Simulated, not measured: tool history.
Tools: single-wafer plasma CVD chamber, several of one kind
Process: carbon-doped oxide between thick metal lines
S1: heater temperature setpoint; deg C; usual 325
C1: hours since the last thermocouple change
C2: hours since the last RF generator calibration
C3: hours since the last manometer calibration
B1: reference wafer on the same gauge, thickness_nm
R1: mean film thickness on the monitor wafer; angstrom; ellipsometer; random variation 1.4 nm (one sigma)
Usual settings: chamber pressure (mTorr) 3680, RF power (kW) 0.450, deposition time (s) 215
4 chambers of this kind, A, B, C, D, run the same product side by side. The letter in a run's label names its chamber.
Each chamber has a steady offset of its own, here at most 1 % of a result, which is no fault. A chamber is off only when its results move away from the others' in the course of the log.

{"run": "1B", "hour": 6.4, "S1": 325, "chamber pressure (mTorr)": 3680, "RF power (kW)": 0.45, "deposition time (s)": 215, "C1": 228.0, "C2": 1131.7, "C3": 1177.0, "B1": 900.06, "R1": 10411.0}
{"run": "2C", "hour": 13.5, "S1": 325, "chamber pressure (mTorr)": 3680, "RF power (kW)": 0.45, "deposition time (s)": 215, "C1": 807.4, "C2": 473.7, "C3": 312.3, "B1": 900.39, "R1": 10450.0}
{"run": "3D", "hour": 17.6, "S1": 325, "chamber pressure (mTorr)": 3680, "RF power (kW)": 0.45, "deposition time (s)": 215, "C1": 847.7, "C2": 1444.9, "C3": 473.3, "B1": 900.63, "R1": 10456.0}
{"run": "4A", "hour": 22.3, "S1": 325, "chamber pressure (mTorr)": 3680, "RF power (kW)": 0.45, "deposition time (s)": 215, "C1": 900.8, "C2": 2205.1, "C3": 845.8, "B1": 900.95, "R1": 10309.0}
{"run": "5A", "hour": 29.2, "S1": 325, "chamber pressure (mTorr)": 3680, "RF power (kW)": 0.415, "deposition time (s)": 239, "C1": 907.7, "C2": 2212.0, "C3": 852.7, "B1": 901.22, "R1": 10817.0}
{"run": "6B", "hour": 33.0, "S1": 325, "chamber pressure (mTorr)": 3680, "RF power (kW)": 0.415, "deposition time (s)": 239, "C1": 254.6, "C2": 1158.3, "C3": 1203.6, "B1": 901.3, "R1": 10897.0}
{"run": "7D", "hour": 40.0, "S1": 325, "chamber pressure (mTorr)": 3680, "RF power (kW)": 0.415, "deposition time (s)": 239, "C1": 870.1, "C2": 1467.3, "C3": 495.7, "B1": 901.32, "R1": 10955.0}
{"run": "8C", "hour": 46.8, "S1": 325, "chamber pressure (mTorr)": 3680, "RF power (kW)": 0.415, "deposition time (s)": 239, "C1": 840.7, "C2": 507.0, "C3": 345.6, "B1": 901.55, "R1": 10899.0}
{"run": "9D", "hour": 53.6, "S1": 325, "chamber pressure (mTorr)": 3680, "RF power (kW)": 0.45, "deposition time (s)": 215, "C1": 883.7, "C2": 1480.9, "C3": 509.3, "B1": 901.76, "R1": 10455.0}
{"run": "10B", "hour": 60.6, "S1": 325, "chamber pressure (mTorr)": 3680, "RF power (kW)": 0.45, "deposition time (s)": 215, "C1": 282.2, "C2": 1185.9, "C3": 1231.2, "B1": 902.26, "R1": 10464.0}
{"run": "11C", "hour": 66.0, "S1": 325, "chamber pressure (mTorr)": 3680, "RF power (kW)": 0.45, "deposition time (s)": 215, "C1": 859.9, "C2": 526.2, "C3": 364.8, "B1": 902.34, "R1": 10443.0}
{"run": "12A", "hour": 71.9, "S1": 325, "chamber pressure (mTorr)": 3680, "RF power (kW)": 0.45, "deposition time (s)": 215, "C1": 950.4, "C2": 2254.7, "C3": 895.4, "B1": 902.76, "R1": 10313.0}
{"run": "13B", "hour": 78.3, "S1": 325, "chamber pressure (mTorr)": 3680, "RF power (kW)": 0.45, "deposition time (s)": 215, "C1": 299.9, "C2": 1203.6, "C3": 1248.9, "B1": 903.04, "R1": 10478.0}
{"run": "14C", "hour": 82.2, "S1": 325, "chamber pressure (mTorr)": 3680, "RF power (kW)": 0.45, "deposition time (s)": 215, "C1": 876.1, "C2": 542.4, "C3": 381.0, "B1": 902.84, "R1": 10440.0}
{"run": "15A", "hour": 88.0, "S1": 325, "chamber pressure (mTorr)": 4560, "RF power (kW)": 0.45, "deposition time (s)": 215, "C1": 966.5, "C2": 2270.8, "C3": 911.5, "B1": 902.9, "R1": 10667.0}
{"run": "16D", "hour": 94.0, "S1": 325, "chamber pressure (mTorr)": 4560, "RF power (kW)": 0.45, "deposition time (s)": 215, "C1": 924.1, "C2": 1521.3, "C3": 549.7, "B1": 903.7, "R1": 10793.0}
{"run": "17C", "hour": 97.4, "S1": 325, "chamber pressure (mTorr)": 4560, "RF power (kW)": 0.45, "deposition time (s)": 215, "C1": 891.3, "C2": 557.6, "C3": 396.2, "B1": 903.73, "R1": 10802.0}
{"run": "18B", "hour": 104.7, "S1": 325, "chamber pressure (mTorr)": 4560, "RF power (kW)": 0.45, "deposition time (s)": 215, "C1": 326.3, "C2": 1230.0, "C3": 1275.3, "B1": 903.53, "R1": 10799.0}
{"run": "19A", "hour": 109.7, "S1": 325, "chamber pressure (mTorr)": 3680, "RF power (kW)": 0.45, "deposition time (s)": 215, "C1": 988.2, "C2": 2292.5, "C3": 933.2, "B1": 903.81, "R1": 10335.0}
{"run": "20D", "hour": 112.9, "S1": 325, "chamber pressure (mTorr)": 3680, "RF power (kW)": 0.45, "deposition time (s)": 215, "C1": 943.0, "C2": 1540.2, "C3": 568.6, "B1": 904.15, "R1": 10499.0}
{"run": "21C", "hour": 119.6, "S1": 331, "chamber pressure (mTorr)": 3280, "RF power (kW)": 0.45, "deposition time (s)": 215, "C1": 913.5, "C2": 579.8, "C3": 418.4, "B1": 904.38, "R1": 10104.0}
{"run": "22B", "hour": 122.8, "S1": 331, "chamber pressure (mTorr)": 3280, "RF power (kW)": 0.45, "deposition time (s)": 215, "C1": 344.4, "C2": 1248.1, "C3": 1293.4, "B1": 904.28, "R1": 10108.0}
{"run": "23D", "hour": 126.5, "S1": 331, "chamber pressure (mTorr)": 3280, "RF power (kW)": 0.45, "deposition time (s)": 215, "C1": 956.6, "C2": 1553.8, "C3": 582.2, "B1": 904.39, "R1": 10148.0}
{"run": "24A", "hour": 133.8, "S1": 331, "chamber pressure (mTorr)": 3280, "RF power (kW)": 0.45, "deposition time (s)": 215, "C1": 1012.3, "C2": 2316.6, "C3": 957.3, "B1": 905.24, "R1": 9987.2}
{"run": "25D", "hour": 139.0, "S1": 325, "chamber pressure (mTorr)": 3680, "RF power (kW)": 0.45, "deposition time (s)": 215, "C1": 969.1, "C2": 1566.3, "C3": 594.7, "B1": 904.77, "R1": 10471.0}

All 4 chambers run these settings next. Forecast each chamber's results:
{"run": "26A", "hour": 144.3, "S1": 325, "chamber pressure (mTorr)": 3040, "RF power (kW)": 0.45, "deposition time (s)": 215, "R1": "?"}
{"run": "26B", "hour": 144.3, "S1": 325, "chamber pressure (mTorr)": 3040, "RF power (kW)": 0.45, "deposition time (s)": 215, "R1": "?"}
{"run": "26C", "hour": 144.3, "S1": 325, "chamber pressure (mTorr)": 3040, "RF power (kW)": 0.45, "deposition time (s)": 215, "R1": "?"}
{"run": "26D", "hour": 144.3, "S1": 325, "chamber pressure (mTorr)": 3040, "RF power (kW)": 0.45, "deposition time (s)": 215, "R1": "?"}

run=26A R1=10127.0
run=26B R1=10224.0
run=26C R1=10243.0
run=26D R1=10240.0
